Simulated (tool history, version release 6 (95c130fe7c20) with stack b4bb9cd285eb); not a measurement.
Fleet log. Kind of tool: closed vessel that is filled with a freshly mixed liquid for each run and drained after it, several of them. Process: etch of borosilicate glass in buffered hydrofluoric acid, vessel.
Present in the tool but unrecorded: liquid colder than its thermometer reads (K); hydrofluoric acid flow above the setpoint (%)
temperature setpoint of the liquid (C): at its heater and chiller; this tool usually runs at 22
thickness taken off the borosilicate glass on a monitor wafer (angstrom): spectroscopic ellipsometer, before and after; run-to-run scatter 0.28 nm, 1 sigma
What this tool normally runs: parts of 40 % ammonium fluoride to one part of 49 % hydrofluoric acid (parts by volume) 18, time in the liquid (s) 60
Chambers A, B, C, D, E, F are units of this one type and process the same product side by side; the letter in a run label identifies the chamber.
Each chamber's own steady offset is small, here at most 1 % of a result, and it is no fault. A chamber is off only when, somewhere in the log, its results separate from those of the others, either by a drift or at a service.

run	hour	temperature setpoint of the liquid (C)	parts of 40 % ammonium fluoride to one part of 49 % hydrofluoric acid (parts by volume)	time in the liquid (s)	hours since the thermometer was replaced	hours since the hydrofluoric acid flow meter was replaced	read-back film thickness of the borosilicate glass reference wafer, read on the same gauge (nm)	thickness taken off the borosilicate glass on a monitor wafer (angstrom)
1B	6.1	22	18	60	389.7	594.7	59.972	374.47
2E	13.1	22	18	60	627.3	765.5	60.026	378.28
3D	20.7	22	18	60	849.3	168	59.985	375.04
4C	24.5	22	18	60	1103.8	1784.9	59.957	372.91
5A	30.2	22	18	60	1287.2	144.5	59.981	372.58
6F	34.9	22	18	60	1961.4	422.5	60.034	381.81
7E	41	26	18	60	655.2	793.4	60.004	473.62
8C	49.4	26	18	60	1128.7	1809.8	60.038	455.75
9D	55.3	26	18	60	883.9	202.6	60.005	470.89
10F	61	26	18	60	1987.5	448.6	59.991	471.82
11A	65.8	26	18	60	1322.8	180.1	59.95	466.33
12B	73.6	26	18	60	457.2	662.2	60.01	466.47
13F	79.9	22	18	60	2006.4	467.5	59.926	377.17
14A	88.3	22	18	60	1345.3	202.6	60.011	370.6
15B	93.2	22	18	60	476.8	681.8	59.975	378.55
16C	100.8	22	18	60	1180.1	1861.2	59.974	379.29
17E	106.3	22	21.5	40	720.5	858.7	59.989	213.89
18D	114.5	22	21.5	40	943.1	261.8	59.986	216.99
19C	121.3	22	21.5	40	1200.6	1881.7	59.959	210.4
20A	127.3	22	21.5	40	1384.3	241.6	59.975	212.78
21B	133.4	22	21.5	40	517	722	60.025	216.3
22D	138.3	22	21.5	40	966.9	285.6	59.973	214.98
23E	143.8	24	18	75	758	896.2	59.986	532.87
24F	149.8	24	18	75	2076.3	537.4	60.003	525.94
25C	155.7	24	18	75	1235	1916.1	60.013	512.65
26F	163.3	24	18	75	2089.8	550.9	60.049	531.28
# hour 165.7: chamber F: hydrofluoric acid flow meter replaced
27D	168.9	24	18	75	997.5	316.2	59.974	525.11
# hour 176.7: chamber B: hydrofluoric acid flow meter replaced
28A	177.5	24	18	75	1434.5	291.8	60.002	506.28
29E	184.9	22	22	60	799.1	937.3	59.998	321.27
30B	189.2	22	22	60	572.8	12.6	60.052	318.06
31E	196	22	22	60	810.2	948.4	60.003	320.79
32D	204	22	22	60	1032.6	351.3	60.006	314.79
33B	209.2	22	22	60	592.8	32.6	59.973	317.98
34A	217.2	22	22	60	1474.2	331.5	60.026	298.88
35C	224.1	22	18	60	1303.4	1984.5	60.043	378.19
# hour 226.5: chamber D: hydrofluoric acid flow meter replaced
36F	229.1	22	18	60	2155.6	63.5	59.957	379.83
37F	233.6	22	18	60	2160.1	68	60.004	374.33
38E	241.1	18	23.5	60	855.3	993.5	60.003	241.06
# hour 244: chamber F: thermometer replaced
39A	246.1	18	23.5	60	1503.1	360.4	60.002	225.63
# hour 250.8: chamber D: thermometer replaced
40D	254.3	18	23.5	60	3.6	27.9	59.986	243.61
41B	261.9	18	23.5	60	645.5	85.3	60.005	242.75
42C	270.1	18	23.5	60	1349.4	2030.5	59.994	242.96
43C	275.3	18	23.5	60	1354.6	2035.7	59.999	242.32
44F	283.6	18.5	18	60	39.6	118	60.033	312.25

For the next run the whole fleet of 6 chambers uses the same settings. Give each chamber's results:
45A	289.8	19.5	18	60				?
45B	289.8	19.5	18	60				?
45C	289.8	19.5	18	60				?
45D	289.8	19.5	18	60				?
45E	289.8	19.5	18	60				?
45F	289.8	19.5	18	60				?

run	thickness taken off the borosilicate glass on a monitor wafer (angstrom)
45A	300.76
45B	329.65
45C	327.83
45D	324.93
45E	328
45F	327.54
